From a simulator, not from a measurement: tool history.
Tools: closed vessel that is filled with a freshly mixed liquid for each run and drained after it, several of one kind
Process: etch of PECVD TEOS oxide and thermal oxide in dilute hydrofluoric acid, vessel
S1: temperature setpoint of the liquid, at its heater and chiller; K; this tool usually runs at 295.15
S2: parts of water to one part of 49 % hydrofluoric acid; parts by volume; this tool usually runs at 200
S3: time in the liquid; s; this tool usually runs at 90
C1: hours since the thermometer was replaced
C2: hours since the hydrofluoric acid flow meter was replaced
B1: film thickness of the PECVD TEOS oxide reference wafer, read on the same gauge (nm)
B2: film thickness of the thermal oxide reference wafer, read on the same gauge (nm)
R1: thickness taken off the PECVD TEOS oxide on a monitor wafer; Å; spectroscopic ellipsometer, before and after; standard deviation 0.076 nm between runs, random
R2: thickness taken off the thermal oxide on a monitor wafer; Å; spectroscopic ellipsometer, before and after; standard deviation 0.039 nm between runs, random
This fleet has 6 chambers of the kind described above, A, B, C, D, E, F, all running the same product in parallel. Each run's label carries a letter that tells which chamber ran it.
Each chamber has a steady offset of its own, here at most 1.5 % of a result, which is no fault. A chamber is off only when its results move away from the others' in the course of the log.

| run | hour | S1 | S2 | S3 | C1 | C2 | B1 | B2 | R1 | R2 |
|---|---|---|---|---|---|---|---|---|---|---|
| 1D | 7.6 | 295.15 | 200 | 90 | 414.7 | 1950 | 59.997 | 60.032 | 104.92 | 17.776 |
| 2E | 13.8 | 295.15 | 200 | 90 | 2289.5 | 894.6 | 59.996 | 60.012 | 105.24 | 17.938 |
| 3F | 19.8 | 295.15 | 200 | 90 | 1335.3 | 190.9 | 60.025 | 59.996 | 104.36 | 17.728 |
| 4B | 28.5 | 295.15 | 200 | 90 | 1196.7 | 952.3 | 60.017 | 59.973 | 103.6 | 17.158 |
| 5C | 40.4 | 295.15 | 200 | 90 | 2246.4 | 118.4 | 60.007 | 60.014 | 103.54 | 17.31 |
| 6A | 48.4 | 295.15 | 200 | 90 | 1200.5 | 1975.2 | 59.948 | 60.016 | 102.71 | 17.281 |
| 7F | 59.3 | 295.15 | 200 | 90 | 1374.8 | 230.4 | 60.012 | 60.015 | 104.4 | 17.326 |
| 8A | 69.7 | 295.15 | 200 | 90 | 1221.8 | 1996.5 | 59.992 | 59.996 | 102.09 | 17.505 |
| 9E | 76 | 295.15 | 200 | 90 | 2351.7 | 956.8 | 59.994 | 60.003 | 103.69 | 17.941 |
| 10C | 87 | 295.15 | 200 | 90 | 2293 | 165 | 60.001 | 60.018 | 102.62 | 17.524 |
|  | 93.3 | chamber A: thermometer replaced |
| 11B | 97.3 | 295.15 | 200 | 90 | 1265.5 | 1021.1 | 59.999 | 60.032 | 103.18 | 17.536 |
|  | 107.5 | chamber E: hydrofluoric acid flow meter replaced |
| 12D | 108.5 | 297.65 | 200 | 110 | 515.6 | 2050.9 | 59.999 | 59.999 | 139.78 | 23.826 |
| 13A | 119.5 | 297.65 | 200 | 110 | 26.3 | 2046.3 | 60.007 | 60.01 | 137.53 | 23.898 |
| 14E | 125.5 | 297.65 | 200 | 110 | 2401.2 | 18.1 | 60.008 | 60.003 | 137.97 | 23.37 |
| 15B | 131.7 | 297.65 | 200 | 110 | 1299.9 | 1055.5 | 59.988 | 59.973 | 137.94 | 22.96 |
| 16D | 143.1 | 297.65 | 200 | 110 | 550.2 | 2085.5 | 60.005 | 60.012 | 137.74 | 23.533 |
| 17F | 155.2 | 297.65 | 200 | 110 | 1470.7 | 326.3 | 59.997 | 60.002 | 141.06 | 23.738 |
| 18C | 165.3 | 297.65 | 200 | 140 | 2371.3 | 243.3 | 60.001 | 60.055 | 177.27 | 29.979 |
| 19E | 175.6 | 297.65 | 200 | 140 | 2451.3 | 68.2 | 60.009 | 59.961 | 177.31 | 28.674 |
| 20C | 184.7 | 297.65 | 200 | 140 | 2390.7 | 262.7 | 60.012 | 60.011 | 177.21 | 30.469 |
| 21A | 191.7 | 297.65 | 200 | 140 | 98.5 | 2118.5 | 60.002 | 60 | 176.27 | 31.165 |
|  | 196.3 | chamber C: thermometer replaced |
| 22B | 197.8 | 297.65 | 200 | 140 | 1366 | 1121.6 | 60 | 60.02 | 176.01 | 29.378 |
|  | 200.8 | chamber A: hydrofluoric acid flow meter replaced |
| 23D | 204.2 | 297.65 | 200 | 140 | 611.3 | 2146.6 | 59.98 | 59.992 | 175.63 | 30.193 |
| 24F | 215.5 | 295.15 | 200 | 90 | 1531 | 386.6 | 59.989 | 59.944 | 104.06 | 17.655 |
| 25F | 225.3 | 295.15 | 200 | 90 | 1540.8 | 396.4 | 59.998 | 59.973 | 103.68 | 18.379 |
| 26C | 233.7 | 295.15 | 120 | 90 | 37.4 | 311.7 | 59.971 | 60.024 | 188.82 | 32.976 |
| 27B | 239.8 | 295.15 | 120 | 90 | 1408 | 1163.6 | 60.008 | 60.004 | 188.04 | 32.984 |
|  | 243.5 | chamber B: thermometer replaced |
| 28A | 249.7 | 295.15 | 120 | 90 | 156.5 | 48.9 | 59.996 | 60.014 | 183.83 | 31.534 |
| 29D | 261.3 | 295.15 | 120 | 90 | 668.4 | 2203.7 | 59.987 | 60 | 189.09 | 31.794 |
| 30E | 272.1 | 295.15 | 120 | 90 | 2547.8 | 164.7 | 59.992 | 59.973 | 191.3 | 31.79 |
| 31C | 279.7 | 295.15 | 120 | 90 | 83.4 | 357.7 | 60.006 | 60.014 | 191.91 | 31.91 |
| 32F | 289.7 | 291.65 | 200 | 90 | 1605.2 | 460.8 | 59.991 | 59.974 | 91.081 | 15.551 |
| 33A | 296.4 | 291.65 | 200 | 90 | 203.2 | 95.6 | 59.994 | 59.987 | 89.95 | 14.791 |
| 34D | 308.5 | 291.65 | 200 | 90 | 715.6 | 2250.9 | 60.002 | 59.994 | 90.313 | 14.883 |
| 35E | 314.6 | 291.65 | 200 | 90 | 2590.3 | 207.2 | 60.022 | 59.951 | 90.726 | 15.129 |
| 36B | 324.4 | 291.65 | 200 | 90 | 80.9 | 1248.2 | 59.98 | 60.017 | 91.592 | 15.883 |
| 37C | 329.8 | 291.65 | 200 | 90 | 133.5 | 407.8 | 60.004 | 59.955 | 89.977 | 15.68 |
| 38E | 335.7 | 295.15 | 200 | 90 | 2611.4 | 228.3 | 59.992 | 59.975 | 102.94 | 17.645 |
| 39F | 344.5 | 295.15 | 200 | 90 | 1660 | 515.6 | 60.01 | 60.028 | 105.54 | 17.162 |
| 40D | 353.3 | 295.15 | 200 | 90 | 760.4 | 2295.7 | 59.98 | 60.028 | 103.44 | 17.244 |

Read the log: is a single chamber off, either drifting away or since a service, is the gauge that measures every chamber drifting, or is nothing wrong beyond small per-chamber offsets? Name any odd chamber and what most likely caused it.

Beyond each chamber's small constant offset nothing stands out, and the gauge stays steady.
